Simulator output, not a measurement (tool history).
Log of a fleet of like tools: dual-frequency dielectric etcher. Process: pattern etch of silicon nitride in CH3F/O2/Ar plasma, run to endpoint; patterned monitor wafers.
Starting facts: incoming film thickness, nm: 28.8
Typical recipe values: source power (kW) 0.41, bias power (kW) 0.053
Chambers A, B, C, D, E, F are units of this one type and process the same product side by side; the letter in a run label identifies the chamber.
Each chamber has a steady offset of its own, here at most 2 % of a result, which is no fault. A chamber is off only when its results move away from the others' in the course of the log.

| run | day | source power (kW) | bias power (kW) | endpoint time (s) |
|---|---|---|---|---|
| 1E | 0.25 | 0.41 | 0.053 | 46.184 |
| 2A | 0.6 | 0.41 | 0.053 | 45.137 |
| 3C | 0.925 | 0.41 | 0.053 | 45.646 |
| 4F | 1.317 | 0.41 | 0.053 | 44.84 |
|  | 1.571 | chamber B: wet clean of the chamber |
| 5D | 1.767 | 0.41 | 0.053 | 46.029 |
| 6B | 2.088 | 0.41 | 0.041 | 49.085 |
| 7E | 2.404 | 0.41 | 0.041 | 49.664 |
| 8C | 2.767 | 0.41 | 0.041 | 49.928 |
|  | 3.012 | chamber A: wet clean of the chamber |
| 9A | 3.083 | 0.41 | 0.041 | 49.451 |
| 10B | 3.542 | 0.41 | 0.041 | 48.757 |
| 11F | 3.762 | 0.41 | 0.041 | 48.686 |
| 12D | 4.046 | 0.41 | 0.053 | 46.346 |
| 13E | 4.312 | 0.41 | 0.053 | 46.012 |
| 14B | 4.588 | 0.41 | 0.053 | 45.453 |
|  | 4.8 | chamber E: wet clean of the chamber |
| 15F | 4.892 | 0.41 | 0.053 | 44.443 |
| 16C | 5.179 | 0.34 | 0.053 | 48.868 |
| 17D | 5.542 | 0.34 | 0.053 | 49.862 |
| 18A | 5.892 | 0.34 | 0.053 | 48.895 |
| 19A | 6.108 | 0.34 | 0.053 | 49.31 |
| 20C | 6.379 | 0.34 | 0.053 | 48.76 |
| 21D | 6.646 | 0.34 | 0.053 | 48.973 |
| 22F | 6.896 | 0.5 | 0.049 | 42.256 |
| 23B | 7.254 | 0.5 | 0.049 | 42.309 |
|  | 7.292 | chamber C: source power generator calibrated |
| 24E | 7.567 | 0.5 | 0.049 | 43.65 |
|  | 7.667 | chamber C: wet clean of the chamber |
| 25C | 7.958 | 0.5 | 0.049 | 43.438 |
| 26E | 8.258 | 0.5 | 0.049 | 43.487 |
| 27F | 8.571 | 0.5 | 0.049 | 42.459 |
| 28A | 9.029 | 0.41 | 0.053 | 44.986 |
| 29D | 9.246 | 0.41 | 0.053 | 45.987 |
| 30B | 9.462 | 0.41 | 0.053 | 45.779 |
| 31D | 9.829 | 0.41 | 0.053 | 45.584 |
| 32F | 10.088 | 0.41 | 0.053 | 44.706 |
| 33B | 10.404 | 0.41 | 0.053 | 45.212 |
| 34A | 10.788 | 0.41 | 0.053 | 45.292 |
| 35C | 11.142 | 0.41 | 0.053 | 45.777 |
| 36E | 11.567 | 0.51 | 0.046 | 44.075 |
| 37C | 11.85 | 0.51 | 0.046 | 43.107 |

Is one chamber off against the others, does the gauge drift, or is nothing wrong? If a chamber is off, say which, and what the likeliest cause is.

Neither any chamber nor the gauge drifts; the chambers differ only by their own small, steady offsets.

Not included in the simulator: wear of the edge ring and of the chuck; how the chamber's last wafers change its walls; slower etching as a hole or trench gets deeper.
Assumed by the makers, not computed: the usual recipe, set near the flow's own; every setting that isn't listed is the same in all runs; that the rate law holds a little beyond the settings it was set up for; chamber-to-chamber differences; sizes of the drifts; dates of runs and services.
